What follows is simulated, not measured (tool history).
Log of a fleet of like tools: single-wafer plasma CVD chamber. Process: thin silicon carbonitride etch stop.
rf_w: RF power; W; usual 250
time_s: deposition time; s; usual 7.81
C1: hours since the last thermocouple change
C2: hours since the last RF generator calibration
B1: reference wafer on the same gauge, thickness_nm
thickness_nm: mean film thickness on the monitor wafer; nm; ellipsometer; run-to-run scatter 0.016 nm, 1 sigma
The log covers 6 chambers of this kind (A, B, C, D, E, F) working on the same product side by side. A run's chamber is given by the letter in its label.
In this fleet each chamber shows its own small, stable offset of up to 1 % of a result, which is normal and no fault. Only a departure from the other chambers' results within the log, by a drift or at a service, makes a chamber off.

Run 1B, hour 6: usual settings; C1 1561.1; C2 810.2; B1 5.6814. Result: thickness_nm 4.7419 nm.
Run 2D, hour 12.1: usual settings; C1 320.3; C2 1328.4; B1 5.6819. Result: thickness_nm 4.749 nm.
Run 3E, hour 15.2: usual settings; C1 994.4; C2 712.7; B1 5.6796. Result: thickness_nm 4.7517 nm.
Run 4A, hour 18.5: usual settings; C1 59.1; C2 893; B1 5.6809. Result: thickness_nm 4.7317 nm.
Run 5F, hour 22.8: usual settings; C1 231.6; C2 1963.9; B1 5.6844. Result: thickness_nm 4.7634 nm.
Run 6C, hour 26.8: usual settings; C1 370.6; C2 903; B1 5.6835. Result: thickness_nm 4.7446 nm.
Run 7D, hour 32.4: usual settings; C1 340.6; C2 1348.7; B1 5.679. Result: thickness_nm 4.7189 nm.
Run 8B, hour 38.7: usual settings; C1 1593.8; C2 842.9; B1 5.6801. Result: thickness_nm 4.7288 nm.
Run 9A, hour 44.3: usual settings; C1 84.9; C2 918.8; B1 5.6839. Result: thickness_nm 4.717 nm.
Run 10F, hour 47.7: usual settings; C1 256.5; C2 1988.8; B1 5.6773. Result: thickness_nm 4.7231 nm.
Run 11E, hour 52.7: usual settings; C1 1031.9; C2 750.2; B1 5.6789. Result: thickness_nm 4.7533 nm.
Run 12C, hour 58.7: usual settings; C1 402.5; C2 934.9; B1 5.6788. Result: thickness_nm 4.7437 nm.
Run 13C, hour 64.4: usual settings but rf_w 235 W, time_s 9.22 s; C1 408.2; C2 940.6; B1 5.6798. Result: thickness_nm 5.4754 nm.
Run 14E, hour 67.3: usual settings but rf_w 235 W, time_s 9.22 s; C1 1046.5; C2 764.8; B1 5.6801. Result: thickness_nm 5.5118 nm.
Run 15A, hour 70.1: usual settings but rf_w 235 W, time_s 9.22 s; C1 110.7; C2 944.6; B1 5.6775. Result: thickness_nm 5.4671 nm.
Run 16D, hour 73.6: usual settings but rf_w 235 W, time_s 9.22 s; C1 381.8; C2 1389.9; B1 5.6783. Result: thickness_nm 5.4684 nm.
Run 17F, hour 77.8: usual settings but rf_w 235 W, time_s 9.22 s; C1 286.6; C2 2018.9; B1 5.6781. Result: thickness_nm 5.5202 nm.
Run 18B, hour 81.4: usual settings but rf_w 235 W, time_s 9.22 s; C1 1636.5; C2 885.6; B1 5.6829. Result: thickness_nm 5.4864 nm.
Run 19B, hour 86.1: usual settings; C1 1641.2; C2 890.3; B1 5.6762. Result: thickness_nm 4.7598 nm.
Run 20C, hour 91: usual settings; C1 434.8; C2 967.2; B1 5.683. Result: thickness_nm 4.7172 nm.
Run 21E, hour 95: usual settings; C1 1074.2; C2 792.5; B1 5.68. Result: thickness_nm 4.7546 nm.
Run 22D, hour 100.2: usual settings; C1 408.4; C2 1416.5; B1 5.6802. Result: thickness_nm 4.7392 nm.
Run 23F, hour 105: usual settings; C1 313.8; C2 2046.1; B1 5.6749. Result: thickness_nm 4.7682 nm.
Run 24A, hour 108.5: usual settings; C1 149.1; C2 983; B1 5.6775. Result: thickness_nm 4.7409 nm.
Run 25E, hour 112.8: usual settings; C1 1092; C2 810.3; B1 5.6819. Result: thickness_nm 4.7701 nm.
Run 26C, hour 116.7: usual settings; C1 460.5; C2 992.9; B1 5.6819. Result: thickness_nm 4.7185 nm.
Run 27D, hour 121.3: usual settings; C1 429.5; C2 1437.6; B1 5.6798. Result: thickness_nm 4.716 nm.
Run 28A, hour 127.2: usual settings but rf_w 270 W, time_s 6.9 s; C1 167.8; C2 1001.7; B1 5.6788. Result: thickness_nm 4.2611 nm.
Run 29F, hour 131.2: usual settings but rf_w 270 W, time_s 6.9 s; C1 340; C2 2072.3; B1 5.684. Result: thickness_nm 4.2972 nm.
Run 30B, hour 135.5: usual settings but rf_w 270 W, time_s 6.9 s; C1 1690.6; C2 939.7; B1 5.6788. Result: thickness_nm 4.2924 nm.
Run 31A, hour 139.4: usual settings but rf_w 270 W, time_s 6.9 s; C1 180; C2 1013.9; B1 5.6789. Result: thickness_nm 4.2546 nm.
Run 32F, hour 143.7: usual settings but rf_w 270 W, time_s 6.9 s; C1 352.5; C2 2084.8; B1 5.6791. Result: thickness_nm 4.3302 nm.
Run 33B, hour 146.4: usual settings but rf_w 270 W, time_s 6.9 s; C1 1701.5; C2 950.6; B1 5.6773. Result: thickness_nm 4.2844 nm.
Run 34D, hour 151.5: usual settings; C1 459.7; C2 1467.8; B1 5.6845. Result: thickness_nm 4.7648 nm.
Run 35E, hour 154.6: usual settings; C1 1133.8; C2 852.1; B1 5.681. Result: thickness_nm 4.7626 nm.
Run 36C, hour 160.3: usual settings; C1 504.1; C2 1036.5; B1 5.6763. Result: thickness_nm 4.7363 nm.
Run 37D, hour 163.7: usual settings but rf_w 285 W; C1 471.9; C2 1480; B1 5.6757. Result: thickness_nm 4.9463 nm.
Run 38A, hour 167.3: usual settings but rf_w 285 W; C1 207.9; C2 1041.8; B1 5.68. Result: thickness_nm 4.9128 nm.
At hour 170.6: chamber C: RF generator calibrated.
Run 39F, hour 172.2: usual settings but rf_w 285 W; C1 381; C2 2113.3; B1 5.6799. Result: thickness_nm 4.9539 nm.
Run 40C, hour 175.6: usual settings but rf_w 285 W; C1 519.4; C2 5; B1 5.6775. Result: thickness_nm 4.9629 nm.
Run 41B, hour 179.9: usual settings but rf_w 285 W; C1 1735; C2 984.1; B1 5.6788. Result: thickness_nm 4.9246 nm.

Is one chamber off against the others, does the gauge drift, or is nothing wrong? If a chamber is off, say which, and what the likeliest cause is.

Neither any chamber nor the gauge drifts; the chambers differ only by their own small, steady offsets.
